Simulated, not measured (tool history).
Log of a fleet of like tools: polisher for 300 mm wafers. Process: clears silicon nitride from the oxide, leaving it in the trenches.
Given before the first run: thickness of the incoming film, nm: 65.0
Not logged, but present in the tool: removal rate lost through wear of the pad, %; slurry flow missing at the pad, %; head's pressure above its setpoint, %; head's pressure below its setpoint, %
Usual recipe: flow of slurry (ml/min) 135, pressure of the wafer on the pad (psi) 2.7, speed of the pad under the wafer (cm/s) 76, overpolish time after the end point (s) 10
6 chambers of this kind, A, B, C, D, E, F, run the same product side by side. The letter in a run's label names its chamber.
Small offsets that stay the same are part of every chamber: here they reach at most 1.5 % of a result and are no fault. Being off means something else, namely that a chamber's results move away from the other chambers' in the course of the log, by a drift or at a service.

run	hour	flow of slurry (ml/min)	pressure of the wafer on the pad (psi)	speed of the pad under the wafer (cm/s)	overpolish time after the end point (s)	wafers polished on this pad	hours since the slurry nozzle was cleaned	hours since the head pressure was calibrated	time until the end point was called (s)
# hour 0.2: chamber C: worn pad replaced by a new one
# hour 2.5: chamber D: worn pad replaced by a new one
1E	6.4	135	2.7	76	10	225	309.1	334.4	80.112
2A	9.6	135	2.7	76	10	433	184.9	832.6	82.992
3D	13.9	135	2.7	76	10	123	199.8	1097.4	82.337
4F	17.6	135	2.7	76	10	283	36.8	569.5	82.501
5B	23.6	135	2.7	76	10	832	205.1	380.2	82.894
6C	28.8	135	2.7	76	10	309	504.6	503.1	81.488
# hour 30.0: chamber C: head pressure recalibrated
# hour 32.1: chamber A: worn pad replaced by a new one
7E	34.7	135	2.7	76	10	530	337.4	362.7	85.001
# hour 39.4: chamber E: worn pad replaced by a new one
8C	40.4	135	2.7	76	10	434	516.2	10.5	82.005
9A	46.8	135	2.7	76	10	158	222.1	869.8	81.930
10B	50.1	135	2.7	76	10	1118	231.6	406.7	82.980
# hour 50.8: chamber A: slurry nozzle cleaned
# hour 52.9: chamber D: worn pad replaced by a new one
11F	56.1	135	2.7	76	10	699	75.3	608.0	83.775
12D	62.0	135	2.7	76	10	99	247.9	1145.5	84.198
13B	67.5	135	2.7	76	10	1306	249.0	424.1	84.074
# hour 72.8: chamber F: worn pad replaced by a new one
14F	72.8	135	2.7	76	10	0	92.0	624.7	81.766
15C	77.0	135	2.7	76	10	830	552.8	47.1	84.011
16A	81.3	135	2.7	76	10	531	30.6	904.3	83.178
# hour 86.8: chamber B: worn pad replaced by a new one
17D	87.9	135	2.7	76	10	378	273.8	1171.4	84.173
18E	91.1	135	2.7	76	10	559	393.8	419.1	84.070
19F	97.5	135	2.7	76	10	267	116.7	649.4	81.957
# hour 97.6: chamber A: worn pad replaced by a new one
20C	101.2	135	2.7	76	10	1091	577.0	71.3	80.086
# hour 103.2: chamber D: worn pad replaced by a new one
# hour 103.8: chamber E: worn pad replaced by a new one
21E	104.3	135	2.7	76	10	6	407.0	432.3	82.438
22A	107.5	135	2.7	76	10	107	56.8	930.5	83.011
# hour 108.7: chamber D: head pressure recalibrated
# hour 111.6: chamber C: worn pad replaced by a new one
23D	111.7	135	2.7	76	10	92	297.6	3.0	75.295
24B	114.8	135	2.7	76	10	302	296.3	471.4	82.141
# hour 118.3: chamber B: head pressure recalibrated
25F	119.1	135	2.7	76	10	500	138.3	671.0	82.072
26B	124.4	135	2.7	76	10	406	305.9	6.1	82.909
27A	128.6	135	2.7	76	10	335	77.9	951.6	82.196
28D	133.6	135	2.7	76	10	328	319.5	24.9	72.762
29C	139.8	135	2.7	76	10	304	615.6	109.9	82.555
30E	144.6	135	2.7	76	10	441	447.3	472.6	84.421
31D	151.2	105	3.0	76	10	519	337.1	42.5	72.427
# hour 153.6: chamber F: worn pad replaced by a new one
32C	156.9	105	3.0	76	10	489	632.7	127.0	77.582
33E	163.7	105	3.0	76	10	647	466.4	491.7	79.386
# hour 164.9: chamber A: worn pad replaced by a new one
34F	168.2	105	3.0	76	10	158	187.4	720.1	78.004
35B	174.4	105	3.0	76	10	946	355.9	56.1	79.902
36A	181.1	105	3.0	76	10	175	130.4	1004.1	76.901
37B	185.1	135	3.1	68	10	1061	366.6	66.8	82.137

Is one chamber off against the others, does the gauge drift, or is nothing wrong? If a chamber is off, say which, and what the likeliest cause is.

Chamber D has stood off from the others ever since a service on it.
Cause: head's pressure above its setpoint, % = 10.5.

Here are 4 candidates for chamber D's next run, each the usual settings with a change, their results left as question marks. Which one brings its results back in line with what the others give on the usual settings?
Maximum distance from the other chambers' mean on the usual settings for a result to count as in line: time until the end point was called (s) 4.800
38D-1	190.1	135	3.0	76	10				?
38D-2	190.1	140	2.7	94	10				?
38D-3	190.1	135	2.5	72	10				?
38D-4	190.1	130	2.7	60	10				?

On the usual settings, the other chambers give on average: time until the end point was called (s) 83.246
run	time until the end point was called (s)
38D-1	66.788
38D-2	59.535
38D-3	84.362
38D-4	94.481
The right change is 38D-3: it brings the chamber back within the allowed miss of the others.

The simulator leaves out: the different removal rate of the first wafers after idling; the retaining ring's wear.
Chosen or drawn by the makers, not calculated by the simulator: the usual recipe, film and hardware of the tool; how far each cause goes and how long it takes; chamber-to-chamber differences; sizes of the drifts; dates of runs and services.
